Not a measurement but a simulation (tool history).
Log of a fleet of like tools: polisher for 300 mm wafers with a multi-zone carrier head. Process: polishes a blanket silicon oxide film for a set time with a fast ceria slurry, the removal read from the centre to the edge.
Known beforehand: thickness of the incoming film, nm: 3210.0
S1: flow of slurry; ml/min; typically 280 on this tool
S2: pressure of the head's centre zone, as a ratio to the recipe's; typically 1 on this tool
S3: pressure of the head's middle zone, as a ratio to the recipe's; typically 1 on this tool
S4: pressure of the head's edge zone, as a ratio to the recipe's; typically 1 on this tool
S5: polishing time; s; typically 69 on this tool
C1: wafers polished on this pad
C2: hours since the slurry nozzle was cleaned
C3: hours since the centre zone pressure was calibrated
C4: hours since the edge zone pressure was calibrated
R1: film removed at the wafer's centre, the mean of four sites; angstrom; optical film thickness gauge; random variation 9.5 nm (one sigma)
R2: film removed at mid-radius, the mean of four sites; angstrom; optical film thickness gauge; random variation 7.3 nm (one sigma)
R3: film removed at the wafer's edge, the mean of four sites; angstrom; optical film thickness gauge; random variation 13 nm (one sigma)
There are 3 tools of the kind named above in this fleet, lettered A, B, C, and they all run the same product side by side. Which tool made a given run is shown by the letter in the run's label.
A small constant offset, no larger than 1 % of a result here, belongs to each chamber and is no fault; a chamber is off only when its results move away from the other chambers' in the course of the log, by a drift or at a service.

run 1A hour=3.6 | S1=280 S2=1 S3=1 S4=1 S5=69 | C1=995 C2=37 C3=1045.2 C4=337.2 | R1=10480 R2=10505 R3=10481
run 2C hour=10.6 | S1=280 S2=1 S3=1 S4=1 S5=69 | C1=185 C2=26.4 C3=494.8 C4=509.6 | R1=10324 R2=10433 R3=10675
run 3B hour=17.9 | S1=280 S2=1 S3=1 S4=1 S5=69 | C1=388 C2=111.2 C3=1048.8 C4=718.6 | R1=10327 R2=10529 R3=10452
run 4A hour=25.7 | S1=280 S2=1 S3=1 S4=1 S5=69 | C1=1287 C2=59.1 C3=1067.3 C4=359.3 | R1=10346 R2=10429 R3=10376
run 5C hour=32.4 | S1=280 S2=1 S3=1 S4=1 S5=69 | C1=473 C2=48.2 C3=516.6 C4=531.4 | R1=10405 R2=10280 R3=10549
run 6B hour=39.2 | S1=280 S2=1 S3=1 S4=1 S5=69 | C1=669 C2=132.5 C3=1070.1 C4=739.9 | R1=10562 R2=10421 R3=10115
-- hour=41 chamber A: worn pad replaced by a new one
run 7C hour=46 | S1=280 S2=1 S3=1 S4=1 S5=69 | C1=652 C2=61.8 C3=530.2 C4=545 | R1=10394 R2=10421 R3=10308
run 8B hour=49.7 | S1=280 S2=1 S3=1 S4=1 S5=69 | C1=808 C2=143 C3=1080.6 C4=750.4 | R1=10667 R2=10502 R3=10402
-- hour=53.6 chamber A: centre zone pressure recalibrated
run 9A hour=53.6 | S1=280 S2=1 S3=1 S4=1 S5=69 | C1=167 C2=87 C3=0.1 C4=387.2 | R1=9503.7 R2=10210 R3=10374
-- hour=57.5 chamber C: worn pad replaced by a new one
-- hour=58.3 chamber B: worn pad replaced by a new one
run 10C hour=58.4 | S1=280 S2=1 S3=1 S4=1 S5=69 | C1=12 C2=74.2 C3=542.6 C4=557.4 | R1=10316 R2=10407 R3=10410
run 11A hour=64.6 | S1=280 S2=1 S3=1 S4=1 S5=69 | C1=312 C2=98 C3=11.1 C4=398.2 | R1=9350.8 R2=10506 R3=10319
-- hour=65 chamber A: edge zone pressure recalibrated
run 12B hour=72.4 | S1=280 S2=1 S3=1 S4=1 S5=69 | C1=187 C2=165.7 C3=1103.3 C4=773.1 | R1=10530 R2=10230 R3=10542
run 13C hour=78.5 | S1=280 S2=1 S3=1 S4=1 S5=69 | C1=278 C2=94.3 C3=562.7 C4=577.5 | R1=10370 R2=10315 R3=10420
run 14A hour=85.1 | S1=280 S2=1 S3=1 S4=1 S5=69 | C1=583 C2=118.5 C3=31.6 C4=20.2 | R1=9430.9 R2=10530 R3=10656
run 15B hour=89.2 | S1=280 S2=1 S3=1.11 S4=1 S5=47 | C1=409 C2=182.5 C3=1120.1 C4=789.9 | R1=7166.4 R2=7915.4 R3=7112.4
run 16B hour=97.2 | S1=280 S2=1 S3=1.11 S4=1 S5=47 | C1=515 C2=190.5 C3=1128.1 C4=797.9 | R1=7085.1 R2=7831.1 R3=7127.8
run 17A hour=103.6 | S1=280 S2=1 S3=1.11 S4=1 S5=47 | C1=828 C2=137 C3=50.1 C4=38.7 | R1=6405.8 R2=7814.8 R3=7081.9
run 18C hour=110.8 | S1=280 S2=1 S3=1 S4=1 S5=69 | C1=705 C2=126.6 C3=595 C4=609.8 | R1=10349 R2=10470 R3=10481
run 19C hour=115.2 | S1=280 S2=1 S3=1 S4=1 S5=69 | C1=763 C2=131 C3=599.4 C4=614.2 | R1=10394 R2=10333 R3=10517
run 20B hour=119.8 | S1=280 S2=1 S3=1 S4=1 S5=69 | C1=814 C2=213.1 C3=1150.7 C4=820.5 | R1=10530 R2=10231 R3=10453
run 21A hour=127.9 | S1=280 S2=1 S3=1 S4=1 S5=69 | C1=1149 C2=161.3 C3=74.4 C4=63 | R1=9486.5 R2=10508 R3=10402

Which is it: a chamber that has drifted or been left off by a service, a gauge drift common to all chambers, or only each chamber's usual small offset? If a chamber is off, name it and its likeliest cause.

A service on chamber A put it out of line with the rest.
Cause: centre zone's pressure below its setpoint, % = 9.56.

Chamber A could run next with any of the 4 candidate recipes listed below; each alters the usual settings, and their results appear as question marks. Which one brings its results back in line with what the other chambers deliver on the usual settings?
In line means no further than this from the other chambers' mean on the usual settings: R1 330 angstrom; R2 250 angstrom; R3 440 angstrom
run 22A-1 hour=133.7 | S1=285 S2=1.04 S3=0.99 S4=0.99 S5=69 | R1=? R2=? R3=?
run 22A-2 hour=133.7 | S1=275 S2=0.92 S3=1.02 S4=1.02 S5=68 | R1=? R2=? R3=?
run 22A-3 hour=133.7 | S1=285 S2=1.08 S3=0.98 S4=0.98 S5=70 | R1=? R2=? R3=?
run 22A-4 hour=133.7 | S1=280 S2=0.97 S3=1.01 S4=1.01 S5=69 | R1=? R2=? R3=?

The mean the other chambers reach with the usual settings: R1 10423 angstrom; R2 10387 angstrom; R3 10393 angstrom
run=22A-1 R1=9822 R2=10296 R3=10285
run=22A-2 R1=8405.9 R2=10398 R3=10261
run=22A-3 R1=10389 R2=10345 R3=10381
run=22A-4 R1=9070.5 R2=10473 R3=10375
22A-3 is the one that brings the chamber's results back in line with the other chambers.
